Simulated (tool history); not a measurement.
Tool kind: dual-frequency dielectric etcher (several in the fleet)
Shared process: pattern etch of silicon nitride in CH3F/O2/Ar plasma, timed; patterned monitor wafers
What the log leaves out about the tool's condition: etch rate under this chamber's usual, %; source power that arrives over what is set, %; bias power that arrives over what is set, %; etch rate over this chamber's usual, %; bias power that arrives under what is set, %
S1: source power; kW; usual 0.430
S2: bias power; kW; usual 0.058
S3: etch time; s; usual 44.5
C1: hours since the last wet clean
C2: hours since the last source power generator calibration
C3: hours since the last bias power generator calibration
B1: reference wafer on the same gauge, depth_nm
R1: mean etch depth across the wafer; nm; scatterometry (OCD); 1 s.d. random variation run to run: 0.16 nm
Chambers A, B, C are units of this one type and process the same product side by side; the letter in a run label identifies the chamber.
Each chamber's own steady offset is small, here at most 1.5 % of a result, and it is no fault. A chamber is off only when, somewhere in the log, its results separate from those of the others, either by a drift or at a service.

run	hour	S1	S2	S3	C1	C2	C3	B1	R1
1B	4.0	0.430	0.058	44.5	414.5	872.8	68.4	28.107	29.930
2A	7.7	0.430	0.058	44.5	191.4	1384.4	2270.8	28.075	29.573
3C	12.2	0.430	0.058	44.5	587.6	671.7	1547.4	28.083	29.793
4A	16.2	0.430	0.058	44.5	199.9	1392.9	2279.3	28.073	29.783
5B	19.5	0.430	0.058	44.5	430.0	888.3	83.9	28.121	29.969
6C	23.7	0.430	0.058	44.5	599.1	683.2	1558.9	28.103	29.921
7C	28.8	0.470	0.068	44.5	604.2	688.3	1564.0	28.095	32.488
8B	34.2	0.470	0.068	44.5	444.7	903.0	98.6	28.085	32.848
9A	38.6	0.470	0.068	44.5	222.3	1415.3	2301.7	28.135	31.972
10B	42.9	0.430	0.058	44.5	453.4	911.7	107.3	28.090	30.132
# hour 45.6: chamber C: wet clean of the chamber
11C	47.8	0.430	0.058	44.5	2.2	707.3	1583.0	28.128	29.663
12A	52.6	0.430	0.058	44.5	236.3	1429.3	2315.7	28.095	29.213
13A	56.6	0.430	0.058	44.5	240.3	1433.3	2319.7	28.102	28.964
14C	60.5	0.430	0.058	44.5	14.9	720.0	1595.7	28.105	29.457
15B	65.4	0.430	0.058	44.5	475.9	934.2	129.8	28.148	30.279
16A	68.9	0.430	0.058	44.5	252.6	1445.6	2332.0	28.104	29.006
17C	72.5	0.430	0.058	44.5	26.9	732.0	1607.7	28.115	29.767
18B	77.3	0.430	0.049	52.5	487.8	946.1	141.7	28.105	33.461
19B	80.4	0.430	0.049	52.5	490.9	949.2	144.8	28.078	33.894
20A	83.6	0.430	0.049	52.5	267.3	1460.3	2346.7	28.092	32.205
21C	87.3	0.430	0.058	44.5	41.7	746.8	1622.5	28.069	29.550
22B	92.0	0.430	0.058	44.5	502.5	960.8	156.4	28.068	29.924
23C	94.6	0.430	0.058	44.5	49.0	754.1	1629.8	28.092	29.676
24A	99.3	0.390	0.070	44.5	283.0	1476.0	2362.4	28.077	29.338
25B	103.0	0.390	0.070	44.5	513.5	971.8	167.4	28.089	31.123
26A	107.5	0.390	0.070	44.5	291.2	1484.2	2370.6	28.074	29.128
27C	111.0	0.430	0.058	44.5	65.4	770.5	1646.2	28.103	29.689

The same settings go to every chamber for the next run, one line per chamber below. Forecast the results for each:
28A	114.9	0.430	0.058	44.5					?
28B	114.9	0.430	0.058	44.5					?
28C	114.9	0.430	0.058	44.5					?

run	R1
28A	28.312
28B	29.995
28C	29.627

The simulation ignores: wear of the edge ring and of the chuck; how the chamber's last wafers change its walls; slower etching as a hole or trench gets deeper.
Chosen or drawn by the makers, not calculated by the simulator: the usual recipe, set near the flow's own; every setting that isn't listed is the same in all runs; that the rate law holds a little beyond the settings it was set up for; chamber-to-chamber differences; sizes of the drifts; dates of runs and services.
